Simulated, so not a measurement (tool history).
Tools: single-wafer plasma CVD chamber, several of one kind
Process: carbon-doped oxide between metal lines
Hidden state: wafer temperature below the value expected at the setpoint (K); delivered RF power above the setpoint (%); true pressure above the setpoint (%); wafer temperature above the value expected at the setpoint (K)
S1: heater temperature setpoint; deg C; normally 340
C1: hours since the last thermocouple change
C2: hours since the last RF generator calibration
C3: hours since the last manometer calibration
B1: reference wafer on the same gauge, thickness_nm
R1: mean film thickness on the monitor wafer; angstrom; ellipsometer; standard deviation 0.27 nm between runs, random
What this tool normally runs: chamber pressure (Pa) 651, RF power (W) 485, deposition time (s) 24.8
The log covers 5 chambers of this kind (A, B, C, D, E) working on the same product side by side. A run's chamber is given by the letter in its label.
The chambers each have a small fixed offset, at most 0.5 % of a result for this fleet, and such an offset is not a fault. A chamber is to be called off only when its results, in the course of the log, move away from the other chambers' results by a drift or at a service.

run 1D hour=4 | S1=340 chamber_pressure_(Pa)=651 RF_power_(W)=485 deposition_time_(s)=24.8 | C1=1592.3 C2=469.9 C3=42.1 | B1=151 | R1=1281.9
run 2B hour=7 | S1=340 chamber_pressure_(Pa)=651 RF_power_(W)=485 deposition_time_(s)=24.8 | C1=359.2 C2=954.9 C3=37.2 | B1=151.02 | R1=1272.6
run 3C hour=9.3 | S1=340 chamber_pressure_(Pa)=651 RF_power_(W)=485 deposition_time_(s)=24.8 | C1=989.5 C2=463.2 C3=1610 | B1=151.06 | R1=1287.4
run 4A hour=13.1 | S1=340 chamber_pressure_(Pa)=651 RF_power_(W)=485 deposition_time_(s)=24.8 | C1=952.5 C2=1149.3 C3=1630.3 | B1=151.03 | R1=1270.5
run 5E hour=17.8 | S1=340 chamber_pressure_(Pa)=651 RF_power_(W)=485 deposition_time_(s)=24.8 | C1=754 C2=975.9 C3=2093 | B1=150.97 | R1=1280.3
run 6C hour=22 | S1=340 chamber_pressure_(Pa)=651 RF_power_(W)=485 deposition_time_(s)=24.8 | C1=1002.2 C2=475.9 C3=1622.7 | B1=150.96 | R1=1288.1
run 7A hour=24.9 | S1=340 chamber_pressure_(Pa)=651 RF_power_(W)=485 deposition_time_(s)=24.8 | C1=964.3 C2=1161.1 C3=1642.1 | B1=151.05 | R1=1274
run 8B hour=30 | S1=340 chamber_pressure_(Pa)=651 RF_power_(W)=485 deposition_time_(s)=24.8 | C1=382.2 C2=977.9 C3=60.2 | B1=151.02 | R1=1276.9
run 9D hour=33.8 | S1=340 chamber_pressure_(Pa)=651 RF_power_(W)=485 deposition_time_(s)=24.8 | C1=1622.1 C2=499.7 C3=71.9 | B1=150.95 | R1=1284.3
run 10E hour=38.8 | S1=340 chamber_pressure_(Pa)=651 RF_power_(W)=485 deposition_time_(s)=24.8 | C1=775 C2=996.9 C3=2114 | B1=150.96 | R1=1277.2
run 11E hour=41.7 | S1=340 chamber_pressure_(Pa)=651 RF_power_(W)=485 deposition_time_(s)=24.8 | C1=777.9 C2=999.8 C3=2116.9 | B1=151.01 | R1=1276.8
run 12A hour=44.6 | S1=340 chamber_pressure_(Pa)=651 RF_power_(W)=485 deposition_time_(s)=24.8 | C1=984 C2=1180.8 C3=1661.8 | B1=151.09 | R1=1272.5
run 13D hour=47.8 | S1=340 chamber_pressure_(Pa)=651 RF_power_(W)=485 deposition_time_(s)=24.8 | C1=1636.1 C2=513.7 C3=85.9 | B1=151.03 | R1=1285
-- hour=49.7 chamber C: thermocouple changed; heater temperature recalibrated
run 14B hour=50.7 | S1=340 chamber_pressure_(Pa)=651 RF_power_(W)=485 deposition_time_(s)=24.8 | C1=402.9 C2=998.6 C3=80.9 | B1=151.05 | R1=1272.5
-- hour=52.1 chamber C: capacitance manometer re-zeroed and calibrated
run 15C hour=55.4 | S1=340 chamber_pressure_(Pa)=651 RF_power_(W)=485 deposition_time_(s)=24.8 | C1=5.8 C2=509.3 C3=3.3 | B1=151.08 | R1=1259.2
run 16B hour=58 | S1=340 chamber_pressure_(Pa)=651 RF_power_(W)=485 deposition_time_(s)=24.8 | C1=410.2 C2=1005.9 C3=88.2 | B1=151.03 | R1=1273.1
run 17D hour=61.9 | S1=340 chamber_pressure_(Pa)=651 RF_power_(W)=485 deposition_time_(s)=24.8 | C1=1650.2 C2=527.8 C3=100 | B1=151 | R1=1279.7
run 18A hour=66.8 | S1=340 chamber_pressure_(Pa)=651 RF_power_(W)=485 deposition_time_(s)=24.8 | C1=1006.2 C2=1203 C3=1684 | B1=150.99 | R1=1275.9
run 19E hour=71.8 | S1=340 chamber_pressure_(Pa)=651 RF_power_(W)=485 deposition_time_(s)=24.8 | C1=808 C2=1029.9 C3=2147 | B1=150.98 | R1=1280.7
run 20C hour=76.6 | S1=340 chamber_pressure_(Pa)=651 RF_power_(W)=485 deposition_time_(s)=24.8 | C1=27 C2=530.5 C3=24.5 | B1=150.95 | R1=1261
run 21B hour=80.7 | S1=340 chamber_pressure_(Pa)=651 RF_power_(W)=485 deposition_time_(s)=24.8 | C1=432.9 C2=1028.6 C3=110.9 | B1=151.02 | R1=1270.7
run 22D hour=85.3 | S1=340 chamber_pressure_(Pa)=651 RF_power_(W)=485 deposition_time_(s)=24.8 | C1=1673.6 C2=551.2 C3=123.4 | B1=150.96 | R1=1282
run 23A hour=88.4 | S1=340 chamber_pressure_(Pa)=651 RF_power_(W)=485 deposition_time_(s)=24.8 | C1=1027.8 C2=1224.6 C3=1705.6 | B1=150.93 | R1=1272.5
run 24E hour=92.8 | S1=340 chamber_pressure_(Pa)=651 RF_power_(W)=485 deposition_time_(s)=24.8 | C1=829 C2=1050.9 C3=2168 | B1=150.97 | R1=1282.7
run 25C hour=95.4 | S1=340 chamber_pressure_(Pa)=763 RF_power_(W)=485 deposition_time_(s)=21 | C1=45.8 C2=549.3 C3=43.3 | B1=151.04 | R1=1090.7
run 26A hour=98.9 | S1=340 chamber_pressure_(Pa)=763 RF_power_(W)=485 deposition_time_(s)=21 | C1=1038.3 C2=1235.1 C3=1716.1 | B1=150.95 | R1=1102.6
run 27E hour=102.1 | S1=340 chamber_pressure_(Pa)=763 RF_power_(W)=485 deposition_time_(s)=21 | C1=838.3 C2=1060.2 C3=2177.3 | B1=151 | R1=1112.6
run 28B hour=106.2 | S1=340 chamber_pressure_(Pa)=763 RF_power_(W)=485 deposition_time_(s)=21 | C1=458.4 C2=1054.1 C3=136.4 | B1=150.98 | R1=1105.6
run 29C hour=108.6 | S1=340 chamber_pressure_(Pa)=763 RF_power_(W)=485 deposition_time_(s)=21 | C1=59 C2=562.5 C3=56.5 | B1=150.93 | R1=1095.8
run 30D hour=113.8 | S1=340 chamber_pressure_(Pa)=651 RF_power_(W)=530 deposition_time_(s)=24.8 | C1=1702.1 C2=579.7 C3=151.9 | B1=151 | R1=1355.4
run 31E hour=118.4 | S1=340 chamber_pressure_(Pa)=651 RF_power_(W)=530 deposition_time_(s)=24.8 | C1=854.6 C2=1076.5 C3=2193.6 | B1=151.04 | R1=1355.9
run 32A hour=122.6 | S1=340 chamber_pressure_(Pa)=651 RF_power_(W)=530 deposition_time_(s)=24.8 | C1=1062 C2=1258.8 C3=1739.8 | B1=150.9 | R1=1344.1
run 33B hour=125.6 | S1=340 chamber_pressure_(Pa)=651 RF_power_(W)=530 deposition_time_(s)=24.8 | C1=477.8 C2=1073.5 C3=155.8 | B1=151.03 | R1=1351.5
run 34C hour=129.5 | S1=340 chamber_pressure_(Pa)=651 RF_power_(W)=530 deposition_time_(s)=24.8 | C1=79.9 C2=583.4 C3=77.4 | B1=151 | R1=1333.5
run 35D hour=132.5 | S1=340 chamber_pressure_(Pa)=651 RF_power_(W)=485 deposition_time_(s)=24.8 | C1=1720.8 C2=598.4 C3=170.6 | B1=150.99 | R1=1276.1
run 36D hour=137.2 | S1=340 chamber_pressure_(Pa)=651 RF_power_(W)=485 deposition_time_(s)=24.8 | C1=1725.5 C2=603.1 C3=175.3 | B1=150.95 | R1=1284.7

Next, all 5 chambers run the settings below, one line each with question marks for the results. What does each chamber give?
run 37A hour=141 | S1=340 chamber_pressure_(Pa)=651 RF_power_(W)=485 deposition_time_(s)=22.4 | R1=?
run 37B hour=141 | S1=340 chamber_pressure_(Pa)=651 RF_power_(W)=485 deposition_time_(s)=22.4 | R1=?
run 37C hour=141 | S1=340 chamber_pressure_(Pa)=651 RF_power_(W)=485 deposition_time_(s)=22.4 | R1=?
run 37D hour=141 | S1=340 chamber_pressure_(Pa)=651 RF_power_(W)=485 deposition_time_(s)=22.4 | R1=?
run 37E hour=141 | S1=340 chamber_pressure_(Pa)=651 RF_power_(W)=485 deposition_time_(s)=22.4 | R1=?

run=37A R1=1153.8
run=37B R1=1155
run=37C R1=1140
run=37D R1=1159.6
run=37E R1=1158.6
